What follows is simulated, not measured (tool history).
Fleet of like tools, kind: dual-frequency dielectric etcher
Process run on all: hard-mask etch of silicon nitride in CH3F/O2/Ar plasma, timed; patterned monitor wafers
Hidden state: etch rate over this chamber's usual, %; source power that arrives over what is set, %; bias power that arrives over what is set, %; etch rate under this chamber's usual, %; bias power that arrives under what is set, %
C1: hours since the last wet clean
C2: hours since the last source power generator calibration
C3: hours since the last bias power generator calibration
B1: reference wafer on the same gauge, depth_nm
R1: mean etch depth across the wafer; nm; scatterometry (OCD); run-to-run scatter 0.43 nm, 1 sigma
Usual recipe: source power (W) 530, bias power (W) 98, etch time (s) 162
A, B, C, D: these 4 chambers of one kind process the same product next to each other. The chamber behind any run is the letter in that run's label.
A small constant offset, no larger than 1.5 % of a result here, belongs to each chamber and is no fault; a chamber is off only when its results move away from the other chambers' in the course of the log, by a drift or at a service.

{"run": "1B", "hour": 5.3, "source power (W)": 530, "bias power (W)": 98, "etch time (s)": 162, "C1": 288.1, "C2": 1059.9, "C3": 1812.2, "B1": 151.92, "R1": 139.56}
{"run": "2D", "hour": 10.3, "source power (W)": 530, "bias power (W)": 98, "etch time (s)": 162, "C1": 398.3, "C2": 1585.8, "C3": 2161.9, "B1": 151.92, "R1": 140.06}
{"run": "3A", "hour": 15.1, "source power (W)": 530, "bias power (W)": 98, "etch time (s)": 162, "C1": 322.1, "C2": 2292.6, "C3": 325.6, "B1": 151.96, "R1": 140.77}
{"run": "4C", "hour": 19.9, "source power (W)": 530, "bias power (W)": 98, "etch time (s)": 162, "C1": 304.5, "C2": 3289.3, "C3": 1080.7, "B1": 151.94, "R1": 142.36}
{"run": "5A", "hour": 23.9, "source power (W)": 530, "bias power (W)": 98, "etch time (s)": 162, "C1": 330.9, "C2": 2301.4, "C3": 334.4, "B1": 152.18, "R1": 140.38}
{"run": "6D", "hour": 27.3, "source power (W)": 530, "bias power (W)": 98, "etch time (s)": 162, "C1": 415.3, "C2": 1602.8, "C3": 2178.9, "B1": 151.89, "R1": 139.76}
{"run": "7C", "hour": 32.4, "source power (W)": 600, "bias power (W)": 98, "etch time (s)": 207.5, "C1": 317, "C2": 3301.8, "C3": 1093.2, "B1": 151.94, "R1": 190.93}
{"run": "8B", "hour": 36.0, "source power (W)": 600, "bias power (W)": 98, "etch time (s)": 207.5, "C1": 318.8, "C2": 1090.6, "C3": 1842.9, "B1": 152.11, "R1": 187.23}
{"hour": 37.5, "done": "chamber C: wet clean of the chamber"}
{"run": "9C", "hour": 39.1, "source power (W)": 600, "bias power (W)": 98, "etch time (s)": 207.5, "C1": 1.7, "C2": 3308.5, "C3": 1099.9, "B1": 152.05, "R1": 184.47}
{"run": "10D", "hour": 42.6, "source power (W)": 600, "bias power (W)": 98, "etch time (s)": 207.5, "C1": 430.6, "C2": 1618.1, "C3": 2194.2, "B1": 151.93, "R1": 187.47}
{"run": "11A", "hour": 46.2, "source power (W)": 530, "bias power (W)": 98, "etch time (s)": 162, "C1": 353.2, "C2": 2323.7, "C3": 356.7, "B1": 151.98, "R1": 141.57}
{"run": "12B", "hour": 48.8, "source power (W)": 530, "bias power (W)": 98, "etch time (s)": 162, "C1": 331.6, "C2": 1103.4, "C3": 1855.7, "B1": 152.07, "R1": 140.44}
{"run": "13C", "hour": 53.1, "source power (W)": 530, "bias power (W)": 98, "etch time (s)": 162, "C1": 15.7, "C2": 3322.5, "C3": 1113.9, "B1": 151.86, "R1": 138.28}
{"run": "14A", "hour": 55.7, "source power (W)": 530, "bias power (W)": 98, "etch time (s)": 162, "C1": 362.7, "C2": 2333.2, "C3": 366.2, "B1": 151.97, "R1": 141.26}
{"run": "15B", "hour": 59.5, "source power (W)": 530, "bias power (W)": 98, "etch time (s)": 162, "C1": 342.3, "C2": 1114.1, "C3": 1866.4, "B1": 151.95, "R1": 139.69}
{"hour": 62.3, "done": "chamber D: wet clean of the chamber"}
{"run": "16D", "hour": 62.9, "source power (W)": 530, "bias power (W)": 98, "etch time (s)": 162, "C1": 0.7, "C2": 1638.4, "C3": 2214.5, "B1": 152.02, "R1": 139.65}
{"run": "17C", "hour": 66.4, "source power (W)": 600, "bias power (W)": 112, "etch time (s)": 162, "C1": 29, "C2": 3335.8, "C3": 1127.2, "B1": 152.03, "R1": 152.54}
{"run": "18D", "hour": 71.6, "source power (W)": 600, "bias power (W)": 112, "etch time (s)": 162, "C1": 9.4, "C2": 1647.1, "C3": 2223.2, "B1": 151.99, "R1": 153.62}
{"run": "19A", "hour": 75.7, "source power (W)": 600, "bias power (W)": 112, "etch time (s)": 162, "C1": 382.7, "C2": 2353.2, "C3": 386.2, "B1": 152.07, "R1": 154.88}
{"run": "20B", "hour": 79.4, "source power (W)": 600, "bias power (W)": 112, "etch time (s)": 162, "C1": 362.2, "C2": 1134, "C3": 1886.3, "B1": 151.99, "R1": 154.58}
{"run": "21A", "hour": 82.7, "source power (W)": 530, "bias power (W)": 98, "etch time (s)": 162, "C1": 389.7, "C2": 2360.2, "C3": 393.2, "B1": 151.89, "R1": 140.4}
{"run": "22B", "hour": 86.1, "source power (W)": 530, "bias power (W)": 98, "etch time (s)": 162, "C1": 368.9, "C2": 1140.7, "C3": 1893, "B1": 151.97, "R1": 140.58}
{"run": "23D", "hour": 89.3, "source power (W)": 590, "bias power (W)": 98, "etch time (s)": 162, "C1": 27.1, "C2": 1664.8, "C3": 2240.9, "B1": 152.03, "R1": 145.97}
{"run": "24C", "hour": 93.7, "source power (W)": 590, "bias power (W)": 98, "etch time (s)": 162, "C1": 56.3, "C2": 3363.1, "C3": 1154.5, "B1": 151.97, "R1": 143.65}

Is one chamber off against the others, does the gauge drift, or is nothing wrong? If a chamber is off, say which, and what the likeliest cause is.

The work done on chamber C during a service left it standing apart from the others.
Most likely cause: etch rate under this chamber's usual, % = 2.94.

Here are 4 candidates for chamber C's next run, each the usual settings with a change, their results left as question marks. Which one brings its results back in line with what the others give on the usual settings?
Allowed miss from the other chambers' usual-settings mean, per result, to count as in line: R1 1.5 nm
{"run": "25C-1", "hour": 97.4, "source power (W)": 530, "bias power (W)": 97, "etch time (s)": 157, "R1": "?"}
{"run": "25C-2", "hour": 97.4, "source power (W)": 530, "bias power (W)": 99, "etch time (s)": 167.5, "R1": "?"}
{"run": "25C-3", "hour": 97.4, "source power (W)": 530, "bias power (W)": 98, "etch time (s)": 164.5, "R1": "?"}
{"run": "25C-4", "hour": 97.4, "source power (W)": 500, "bias power (W)": 98, "etch time (s)": 162, "R1": "?"}

Average result of the remaining chambers running the usual settings: R1 140.36 nm
run=25C-1 R1=133.28
run=25C-2 R1=143.24
run=25C-3 R1=140.16
run=25C-4 R1=135.07
With 25C-3, the chamber falls back in line with the rest.

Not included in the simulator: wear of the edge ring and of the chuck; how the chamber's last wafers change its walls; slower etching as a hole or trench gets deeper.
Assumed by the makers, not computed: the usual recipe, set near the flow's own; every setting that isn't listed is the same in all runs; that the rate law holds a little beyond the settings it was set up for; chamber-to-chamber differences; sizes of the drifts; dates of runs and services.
